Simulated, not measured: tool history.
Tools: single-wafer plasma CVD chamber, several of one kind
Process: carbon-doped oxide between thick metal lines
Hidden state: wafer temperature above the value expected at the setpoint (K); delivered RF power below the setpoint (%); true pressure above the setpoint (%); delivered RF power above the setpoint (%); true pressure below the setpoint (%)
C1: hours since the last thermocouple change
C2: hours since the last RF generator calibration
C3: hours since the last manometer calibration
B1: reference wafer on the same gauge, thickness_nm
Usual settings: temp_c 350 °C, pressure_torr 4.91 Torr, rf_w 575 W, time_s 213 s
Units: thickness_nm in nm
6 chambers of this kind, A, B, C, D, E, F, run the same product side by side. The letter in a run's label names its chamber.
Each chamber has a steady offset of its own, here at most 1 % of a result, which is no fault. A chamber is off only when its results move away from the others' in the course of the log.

-- hour=7.9 chamber C: thermocouple changed; heater temperature recalibrated
run 1F hour=11.6 | temp_c=350 pressure_torr=4.91 rf_w=575 time_s=213 | C1=13.3 C2=1074.3 C3=221.9 | B1=1320.6 | thickness_nm=1161.7
run 2A hour=25.3 | temp_c=350 pressure_torr=4.91 rf_w=575 time_s=213 | C1=652.2 C2=1713.8 C3=565.5 | B1=1321.7 | thickness_nm=1170.3
run 3C hour=39.1 | temp_c=350 pressure_torr=4.91 rf_w=575 time_s=213 | C1=31.2 C2=249.4 C3=115.3 | B1=1321 | thickness_nm=1164.4
run 4E hour=52.7 | temp_c=350 pressure_torr=4.91 rf_w=575 time_s=213 | C1=1300.9 C2=665.7 C3=910.8 | B1=1319.5 | thickness_nm=1172.3
run 5D hour=62.4 | temp_c=350 pressure_torr=4.91 rf_w=575 time_s=213 | C1=667.2 C2=1293.2 C3=547.3 | B1=1319.4 | thickness_nm=1160.2
run 6B hour=71.8 | temp_c=350 pressure_torr=4.91 rf_w=575 time_s=213 | C1=512.8 C2=1371.2 C3=598.6 | B1=1319.3 | thickness_nm=1153.2
run 7D hour=82.7 | temp_c=350 pressure_torr=4.91 rf_w=575 time_s=213 | C1=687.5 C2=1313.5 C3=567.6 | B1=1320.3 | thickness_nm=1167.4
run 8C hour=97.4 | temp_c=350 pressure_torr=4.91 rf_w=575 time_s=213 | C1=89.5 C2=307.7 C3=173.6 | B1=1319.5 | thickness_nm=1163
run 9F hour=104.9 | temp_c=350 pressure_torr=4.91 rf_w=575 time_s=244 | C1=106.6 C2=1167.6 C3=315.2 | B1=1319.2 | thickness_nm=1330
run 10B hour=115.1 | temp_c=350 pressure_torr=4.91 rf_w=575 time_s=244 | C1=556.1 C2=1414.5 C3=641.9 | B1=1320 | thickness_nm=1316.4
run 11E hour=127.3 | temp_c=350 pressure_torr=4.91 rf_w=575 time_s=244 | C1=1375.5 C2=740.3 C3=985.4 | B1=1319.9 | thickness_nm=1338.8
run 12A hour=142.1 | temp_c=350 pressure_torr=4.91 rf_w=575 time_s=244 | C1=769 C2=1830.6 C3=682.3 | B1=1320.6 | thickness_nm=1328
run 13C hour=148.9 | temp_c=350 pressure_torr=4.91 rf_w=575 time_s=244 | C1=141 C2=359.2 C3=225.1 | B1=1319.7 | thickness_nm=1332.9
run 14D hour=163.2 | temp_c=350 pressure_torr=4.91 rf_w=575 time_s=244 | C1=768 C2=1394 C3=648.1 | B1=1320.9 | thickness_nm=1333.7
run 15F hour=176.1 | temp_c=350 pressure_torr=4.91 rf_w=575 time_s=213 | C1=177.8 C2=1238.8 C3=386.4 | B1=1319.5 | thickness_nm=1171.6
run 16B hour=185.4 | temp_c=350 pressure_torr=4.91 rf_w=575 time_s=213 | C1=626.4 C2=1484.8 C3=712.2 | B1=1318.9 | thickness_nm=1156.4
run 17A hour=195 | temp_c=350 pressure_torr=4.91 rf_w=575 time_s=213 | C1=821.9 C2=1883.5 C3=735.2 | B1=1320.1 | thickness_nm=1152.4
run 18E hour=206.9 | temp_c=350 pressure_torr=4.91 rf_w=575 time_s=213 | C1=1455.1 C2=819.9 C3=1065 | B1=1320.2 | thickness_nm=1174.1
run 19F hour=214.1 | temp_c=350 pressure_torr=4.91 rf_w=575 time_s=213 | C1=215.8 C2=1276.8 C3=424.4 | B1=1320.9 | thickness_nm=1170.2
run 20D hour=229.2 | temp_c=350 pressure_torr=4.91 rf_w=575 time_s=213 | C1=834 C2=1460 C3=714.1 | B1=1320.6 | thickness_nm=1163.2
run 21A hour=240.3 | temp_c=350 pressure_torr=4.91 rf_w=575 time_s=213 | C1=867.2 C2=1928.8 C3=780.5 | B1=1320.5 | thickness_nm=1159
run 22C hour=253.3 | temp_c=350 pressure_torr=4.91 rf_w=575 time_s=213 | C1=245.4 C2=463.6 C3=329.5 | B1=1320.6 | thickness_nm=1166.2
run 23B hour=261.6 | temp_c=350 pressure_torr=4.91 rf_w=575 time_s=213 | C1=702.6 C2=1561 C3=788.4 | B1=1320.3 | thickness_nm=1148.6
run 24E hour=271.5 | temp_c=350 pressure_torr=4.91 rf_w=575 time_s=213 | C1=1519.7 C2=884.5 C3=1129.6 | B1=1320.6 | thickness_nm=1169.4
run 25C hour=283.6 | temp_c=350 pressure_torr=4.91 rf_w=575 time_s=213 | C1=275.7 C2=493.9 C3=359.8 | B1=1320.7 | thickness_nm=1165.4
run 26D hour=296 | temp_c=350 pressure_torr=4.91 rf_w=575 time_s=213 | C1=900.8 C2=1526.8 C3=780.9 | B1=1320.6 | thickness_nm=1162.8
run 27B hour=303.8 | temp_c=350 pressure_torr=4.91 rf_w=575 time_s=213 | C1=744.8 C2=1603.2 C3=830.6 | B1=1321.2 | thickness_nm=1148.8
run 28A hour=311.5 | temp_c=350 pressure_torr=4.91 rf_w=575 time_s=213 | C1=938.4 C2=2000 C3=851.7 | B1=1319.1 | thickness_nm=1138.7
run 29E hour=322.7 | temp_c=350 pressure_torr=4.91 rf_w=575 time_s=213 | C1=1570.9 C2=935.7 C3=1180.8 | B1=1320.1 | thickness_nm=1169
run 30F hour=335.8 | temp_c=350 pressure_torr=4.91 rf_w=575 time_s=213 | C1=337.5 C2=1398.5 C3=546.1 | B1=1319.3 | thickness_nm=1170.4
run 31C hour=346.6 | temp_c=350 pressure_torr=4.91 rf_w=575 time_s=213 | C1=338.7 C2=556.9 C3=422.8 | B1=1320.7 | thickness_nm=1162.6
run 32F hour=361.2 | temp_c=350 pressure_torr=4.91 rf_w=575 time_s=213 | C1=362.9 C2=1423.9 C3=571.5 | B1=1320.8 | thickness_nm=1169.4
run 33E hour=373.8 | temp_c=343 pressure_torr=4.91 rf_w=575 time_s=213 | C1=1622 C2=986.8 C3=1231.9 | B1=1321.2 | thickness_nm=1190.9
run 34B hour=383 | temp_c=343 pressure_torr=4.91 rf_w=575 time_s=213 | C1=824 C2=1682.4 C3=909.8 | B1=1319.3 | thickness_nm=1176.8
run 35A hour=393.8 | temp_c=343 pressure_torr=4.91 rf_w=575 time_s=213 | C1=1020.7 C2=2082.3 C3=934 | B1=1320.5 | thickness_nm=1164.5
run 36D hour=408.5 | temp_c=343 pressure_torr=4.91 rf_w=575 time_s=213 | C1=1013.3 C2=1639.3 C3=893.4 | B1=1321.5 | thickness_nm=1191.2
run 37C hour=417.6 | temp_c=343 pressure_torr=4.91 rf_w=575 time_s=213 | C1=409.7 C2=627.9 C3=493.8 | B1=1319.3 | thickness_nm=1191.6
run 38F hour=425.8 | temp_c=343 pressure_torr=4.91 rf_w=575 time_s=213 | C1=427.5 C2=1488.5 C3=636.1 | B1=1320.8 | thickness_nm=1183.7
run 39B hour=437.5 | temp_c=350 pressure_torr=4.91 rf_w=675 time_s=235 | C1=878.5 C2=1736.9 C3=964.3 | B1=1318.1 | thickness_nm=1396

What goes on in this fleet: one chamber off, a drifting gauge, or nothing beyond the chambers' own small offsets? Name the chamber and the cause, if any.

Chamber A drifts away from the others.
Cause: delivered RF power below the setpoint (%) = 6.19.

Here are 4 candidates for chamber A's next run, each the usual settings with a change, their results left as question marks. Which one brings its results back in line with what the others give on the usual settings?
In line means no further than this from the other chambers' mean on the usual settings: thickness_nm 16 nm
run 40A-1 hour=448.3 | temp_c=350 pressure_torr=4.91 rf_w=575 time_s=212 | thickness_nm=?
run 40A-2 hour=448.3 | temp_c=350 pressure_torr=4.92 rf_w=575 time_s=215 | thickness_nm=?
run 40A-3 hour=448.3 | temp_c=350 pressure_torr=4.91 rf_w=575 time_s=220 | thickness_nm=?
run 40A-4 hour=448.3 | temp_c=350 pressure_torr=4.91 rf_w=565 time_s=208 | thickness_nm=?

The other chambers' mean on the usual settings: thickness_nm 1165.2 nm
run=40A-1 thickness_nm=1124.3
run=40A-2 thickness_nm=1140.5
run=40A-3 thickness_nm=1166.6
run=40A-4 thickness_nm=1091.2
40A-3 brings the chamber back in line.
